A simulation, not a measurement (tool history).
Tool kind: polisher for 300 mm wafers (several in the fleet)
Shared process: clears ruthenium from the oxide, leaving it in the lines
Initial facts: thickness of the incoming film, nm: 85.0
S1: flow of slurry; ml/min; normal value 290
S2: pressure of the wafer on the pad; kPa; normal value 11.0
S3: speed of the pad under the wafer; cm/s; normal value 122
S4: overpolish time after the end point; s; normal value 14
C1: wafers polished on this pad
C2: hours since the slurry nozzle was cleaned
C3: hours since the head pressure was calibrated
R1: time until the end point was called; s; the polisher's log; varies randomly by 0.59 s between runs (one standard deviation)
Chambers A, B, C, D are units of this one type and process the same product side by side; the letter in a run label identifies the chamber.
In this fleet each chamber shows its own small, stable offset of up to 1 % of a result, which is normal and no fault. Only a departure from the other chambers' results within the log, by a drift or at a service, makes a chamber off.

Run 1B, hour 7.1: usual settings; C1 240; C2 88.7; C3 188.9. Result: R1 64.618 s.
Run 2D, hour 12.4: usual settings; C1 701; C2 146.8; C3 510.3. Result: R1 63.334 s.
Run 3C, hour 17.7: usual settings; C1 680; C2 490.8; C3 640.9. Result: R1 65.734 s.
Run 4A, hour 21.4: usual settings; C1 404; C2 477.9; C3 317.4. Result: R1 64.498 s.
Run 5D, hour 26.4: usual settings but S2 7.6 kPa, S4 8 s; C1 804; C2 160.8; C3 524.3. Result: R1 93.786 s.
Run 6C, hour 32.5: usual settings but S2 7.6 kPa, S4 8 s; C1 789; C2 505.6; C3 655.7. Result: R1 94.146 s.
At hour 35.2: chamber C: worn pad replaced by a new one.
Run 7B, hour 39.0: usual settings but S2 7.6 kPa, S4 8 s; C1 475; C2 120.6; C3 220.8. Result: R1 93.126 s.
Run 8A, hour 44.7: usual settings but S2 7.6 kPa, S4 8 s; C1 576; C2 501.2; C3 340.7. Result: R1 94.798 s.
Run 9C, hour 50.4: usual settings; C1 112; C2 523.5; C3 673.6. Result: R1 64.452 s.
Run 10B, hour 56.6: usual settings; C1 605; C2 138.2; C3 238.4. Result: R1 65.080 s.
At hour 59.6: chamber A: worn pad replaced by a new one.
Run 11A, hour 62.6: usual settings but S2 14.5 kPa; C1 22; C2 519.1; C3 358.6. Result: R1 49.260 s.
Run 12D, hour 66.9: usual settings but S2 14.5 kPa; C1 1103; C2 201.3; C3 564.8. Result: R1 47.760 s.
Run 13D, hour 71.2: usual settings but S2 14.5 kPa; C1 1135; C2 205.6; C3 569.1. Result: R1 47.622 s.
Run 14A, hour 75.7: usual settings but S2 14.5 kPa; C1 119; C2 532.2; C3 371.7. Result: R1 49.407 s.
Run 15B, hour 79.1: usual settings; C1 771; C2 160.7; C3 260.9. Result: R1 65.339 s.
Run 16C, hour 86.3: usual settings; C1 377; C2 559.4; C3 709.5. Result: R1 64.239 s.
At hour 87.4: chamber B: worn pad replaced by a new one.
Run 17C, hour 90.6: usual settings; C1 409; C2 563.7; C3 713.8. Result: R1 63.824 s.
At hour 92.2: chamber D: worn pad replaced by a new one.
Run 18D, hour 96.2: usual settings; C1 29; C2 230.6; C3 594.1. Result: R1 63.562 s.
Run 19B, hour 100.3: usual settings; C1 95; C2 181.9; C3 282.1. Result: R1 63.822 s.
Run 20A, hour 104.1: usual settings; C1 328; C2 560.6; C3 400.1. Result: R1 65.038 s.
Run 21A, hour 110.1: usual settings; C1 373; C2 566.6; C3 406.1. Result: R1 65.263 s.
Run 22C, hour 113.9: usual settings; C1 581; C2 587.0; C3 737.1. Result: R1 65.482 s.
Run 23B, hour 120.5: usual settings; C1 244; C2 202.1; C3 302.3. Result: R1 64.586 s.
Run 24D, hour 125.9: usual settings; C1 249; C2 260.3; C3 623.8. Result: R1 63.736 s.
Run 25C, hour 129.6: usual settings; C1 697; C2 602.7; C3 752.8. Result: R1 64.767 s.
At hour 133.6: chamber D: slurry nozzle cleaned.
Run 26B, hour 135.2: usual settings; C1 353; C2 216.8; C3 317.0. Result: R1 63.881 s.
Run 27D, hour 140.6: usual settings but S2 13.1 kPa, S3 84 cm/s; C1 357; C2 7.1; C3 638.5. Result: R1 77.917 s.
At hour 141.4: chamber A: worn pad replaced by a new one.
At hour 142.6: chamber C: worn pad replaced by a new one.
Run 28A, hour 144.4: usual settings but S2 13.1 kPa, S3 84 cm/s; C1 22; C2 600.9; C3 440.4. Result: R1 78.786 s.
At hour 150.8: chamber A: head pressure recalibrated.
Run 29A, hour 151.4: usual settings but S2 13.1 kPa, S3 84 cm/s; C1 74; C2 607.9; C3 0.7. Result: R1 78.679 s.
Run 30C, hour 157.0: usual settings but S2 13.1 kPa, S3 84 cm/s; C1 106; C2 630.1; C3 780.2. Result: R1 76.647 s.
Run 31D, hour 162.3: usual settings; C1 517; C2 28.8; C3 660.2. Result: R1 64.183 s.
Run 32B, hour 166.4: usual settings; C1 583; C2 248.0; C3 348.2. Result: R1 63.613 s.
Run 33D, hour 173.0: usual settings; C1 596; C2 39.5; C3 670.9. Result: R1 64.023 s.
Run 34A, hour 178.9: usual settings; C1 277; C2 635.4; C3 28.2. Result: R1 63.855 s.
At hour 183.4: chamber B: worn pad replaced by a new one.
Run 35B, hour 184.9: usual settings; C1 11; C2 266.5; C3 366.7. Result: R1 61.272 s.
Run 36C, hour 191.3: usual settings; C1 359; C2 664.4; C3 814.5. Result: R1 64.072 s.
Run 37B, hour 196.4: usual settings; C1 96; C2 278.0; C3 378.2. Result: R1 61.919 s.
Run 38A, hour 203.5: usual settings; C1 458; C2 660.0; C3 52.8. Result: R1 64.517 s.
Run 39D, hour 210.1: usual settings; C1 870; C2 76.6; C3 708.0. Result: R1 64.878 s.
Run 40C, hour 217.2: usual settings; C1 551; C2 690.3; C3 840.4. Result: R1 64.974 s.
Run 41B, hour 223.0: usual settings but S1 245 ml/min, S4 19 s; C1 292; C2 304.6; C3 404.8. Result: R1 62.754 s.
At hour 226.0: chamber A: worn pad replaced by a new one.
Run 42A, hour 228.6: usual settings but S1 245 ml/min, S4 19 s; C1 19; C2 685.1; C3 77.9. Result: R1 65.960 s.

Is one chamber out of step, is the gauge drifting, or do the chambers differ by no more than their own small offsets? For an off chamber, give its letter and the likeliest cause.

It is chamber B that slowly wanders off from its peers.
Most likely cause: head's pressure above its setpoint, % = 5.45.

Chamber B could run next with any of the 4 candidate recipes listed below; each alters the usual settings, and their results appear as question marks. Which one brings its results back in line with what the other chambers deliver on the usual settings?
Allowed miss from the other chambers' usual-settings mean, per result, to count as in line: R1 2.100 s
Run 43B-1, hour 233.8: usual settings but S2 11.7 kPa. Result: R1 ?.
Run 43B-2, hour 233.8: usual settings but S1 175 ml/min. Result: R1 ?.
Run 43B-3, hour 233.8: usual settings but S2 10.3 kPa, S3 116 cm/s. Result: R1 ?.
Run 43B-4, hour 233.8: usual settings but S2 11.7 kPa, S3 128 cm/s. Result: R1 ?.

The mean the other chambers reach with the usual settings: R1 64.251 s
  run      R1
43B-1  57.718
43B-2  65.077
43B-3  68.632
43B-4  55.051
It is 43B-2 that realigns the chamber with its peers.
